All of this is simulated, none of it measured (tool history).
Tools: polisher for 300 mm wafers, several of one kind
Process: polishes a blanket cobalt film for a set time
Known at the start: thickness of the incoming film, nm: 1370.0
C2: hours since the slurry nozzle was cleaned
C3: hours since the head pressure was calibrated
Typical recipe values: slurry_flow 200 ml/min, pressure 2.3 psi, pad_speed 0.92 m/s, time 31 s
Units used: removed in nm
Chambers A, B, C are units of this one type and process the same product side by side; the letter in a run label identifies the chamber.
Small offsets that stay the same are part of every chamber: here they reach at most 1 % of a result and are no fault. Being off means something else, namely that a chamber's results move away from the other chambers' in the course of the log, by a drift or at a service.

Run 1A, hour 8.5: usual settings; wafers polished on this pad 916; C2 677.7; C3 512.4. Result: removed 193.72 nm.
Run 2B, hour 15.2: usual settings; wafers polished on this pad 270; C2 220.1; C3 326.4. Result: removed 194.27 nm.
At hour 15.9: chamber A: worn pad replaced by a new one.
Run 3C, hour 21.1: usual settings; wafers polished on this pad 412; C2 442; C3 1032.6. Result: removed 197.98 nm.
Run 4A, hour 31: usual settings; wafers polished on this pad 256; C2 700.2; C3 534.9. Result: removed 194.76 nm.
Run 5C, hour 43.6: usual settings; wafers polished on this pad 792; C2 464.5; C3 1055.1. Result: removed 196.53 nm.
Run 6B, hour 50.6: usual settings; wafers polished on this pad 868; C2 255.5; C3 361.8. Result: removed 194.66 nm.
At hour 53.8: chamber A: slurry nozzle cleaned.
At hour 60.3: chamber C: worn pad replaced by a new one.
Run 7C, hour 61.5: usual settings; wafers polished on this pad 21; C2 482.4; C3 1073. Result: removed 198.93 nm.
At hour 61.9: chamber B: worn pad replaced by a new one.
Run 8A, hour 69.2: usual settings; wafers polished on this pad 901; C2 15.5; C3 573.1. Result: removed 196.1 nm.
At hour 76.3: chamber A: worn pad replaced by a new one.
Run 9B, hour 76.7: usual settings; wafers polished on this pad 249; C2 281.6; C3 387.9. Result: removed 195.64 nm.
Run 10C, hour 88.2: usual settings; wafers polished on this pad 472; C2 509.1; C3 1099.7. Result: removed 197.48 nm.
Run 11B, hour 97.8: usual settings; wafers polished on this pad 606; C2 302.7; C3 409. Result: removed 195.46 nm.
Run 12A, hour 107.2: usual settings; wafers polished on this pad 522; C2 53.5; C3 611.1. Result: removed 195.01 nm.
Run 13C, hour 113.9: usual settings; wafers polished on this pad 906; C2 534.8; C3 1125.4. Result: removed 197.23 nm.
At hour 120.1: chamber B: worn pad replaced by a new one.
At hour 121: chamber B: slurry nozzle cleaned.
At hour 121.4: chamber C: head pressure recalibrated.
Run 14A, hour 122: usual settings but pad_speed 0.78 m/s; wafers polished on this pad 772; C2 68.3; C3 625.9. Result: removed 163.3 nm.
At hour 124.8: chamber C: worn pad replaced by a new one.
Run 15B, hour 128.4: usual settings but pad_speed 0.78 m/s; wafers polished on this pad 141; C2 7.4; C3 439.6. Result: removed 165.91 nm.
At hour 135.6: chamber A: worn pad replaced by a new one.
Run 16A, hour 137: usual settings but pad_speed 0.78 m/s; wafers polished on this pad 24; C2 83.3; C3 640.9. Result: removed 164.44 nm.
Run 17B, hour 149.7: usual settings; wafers polished on this pad 501; C2 28.7; C3 460.9. Result: removed 196.1 nm.
Run 18C, hour 155.8: usual settings; wafers polished on this pad 524; C2 576.7; C3 34.4. Result: removed 217.71 nm.
Run 19B, hour 162.8: usual settings; wafers polished on this pad 722; C2 41.8; C3 474. Result: removed 195.4 nm.
Run 20A, hour 172.7: usual settings; wafers polished on this pad 627; C2 119; C3 676.6. Result: removed 196.88 nm.
At hour 183.1: chamber B: worn pad replaced by a new one.
Run 21C, hour 185: usual settings but pressure 3 psi; wafers polished on this pad 1017; C2 605.9; C3 63.6. Result: removed 278.04 nm.
At hour 187.9: chamber C: worn pad replaced by a new one.
At hour 193.3: chamber A: worn pad replaced by a new one.
Run 22B, hour 194.2: usual settings but pressure 3 psi; wafers polished on this pad 188; C2 73.2; C3 505.4. Result: removed 254.16 nm.
Run 23C, hour 206.4: usual settings but pressure 3 psi; wafers polished on this pad 313; C2 627.3; C3 85. Result: removed 282.92 nm.
Run 24A, hour 218.9: usual settings; wafers polished on this pad 432; C2 165.2; C3 722.8. Result: removed 196.45 nm.
Run 25C, hour 230.5: usual settings; wafers polished on this pad 720; C2 651.4; C3 109.1. Result: removed 214.37 nm.
Run 26A, hour 240.2: usual settings; wafers polished on this pad 792; C2 186.5; C3 744.1. Result: removed 194.57 nm.
Run 27B, hour 248.3: usual settings but slurry_flow 240 ml/min, pad_speed 0.82 m/s; wafers polished on this pad 1102; C2 127.3; C3 559.5. Result: removed 176.79 nm.
At hour 250.2: chamber B: worn pad replaced by a new one.
At hour 256.5: chamber A: worn pad replaced by a new one.
At hour 257.5: chamber C: worn pad replaced by a new one.
Run 28A, hour 258.2: usual settings but slurry_flow 240 ml/min, pad_speed 0.82 m/s; wafers polished on this pad 29; C2 204.5; C3 762.1. Result: removed 177.74 nm.
Run 29C, hour 271.3: usual settings but slurry_flow 240 ml/min, pad_speed 0.82 m/s; wafers polished on this pad 234; C2 692.2; C3 149.9. Result: removed 195.66 nm.
Run 30B, hour 277.3: usual settings; wafers polished on this pad 458; C2 156.3; C3 588.5. Result: removed 197.65 nm.
Run 31A, hour 290.2: usual settings; wafers polished on this pad 570; C2 236.5; C3 794.1. Result: removed 196.62 nm.

Does one chamber stand apart from the rest, does the shared gauge drift, or is all well apart from small per-chamber offsets? Give the chamber and the most likely cause, where there is one.

A service on chamber C put it out of line with the rest.
Most likely cause: head's pressure above its setpoint, % = 9.19.

Chamber C could run next with any of the 4 candidate recipes listed below; each alters the usual settings, and their results appear as question marks. Which one brings its results back in line with what the other chambers deliver on the usual settings?
Counts as in line when no further than this from what the other chambers average on the usual settings: removed 4.3 nm
Run 32C-1, hour 299.7: usual settings but pressure 2.2 psi, pad_speed 0.9 m/s, time 30 s. Result: removed ?.
Run 32C-2, hour 299.7: usual settings but pressure 2.2 psi. Result: removed ?.
Run 32C-3, hour 299.7: usual settings but pressure 2.4 psi. Result: removed ?.
Run 32C-4, hour 299.7: usual settings but pad_speed 0.96 m/s, time 33 s. Result: removed ?.

Mean of the other chambers on the usual settings: removed 195.41 nm
  run  removed
32C-1   195.09
32C-2   206.05
32C-3   224.67
32C-4   239.18
32C-1 puts the chamber back in line with the other chambers.
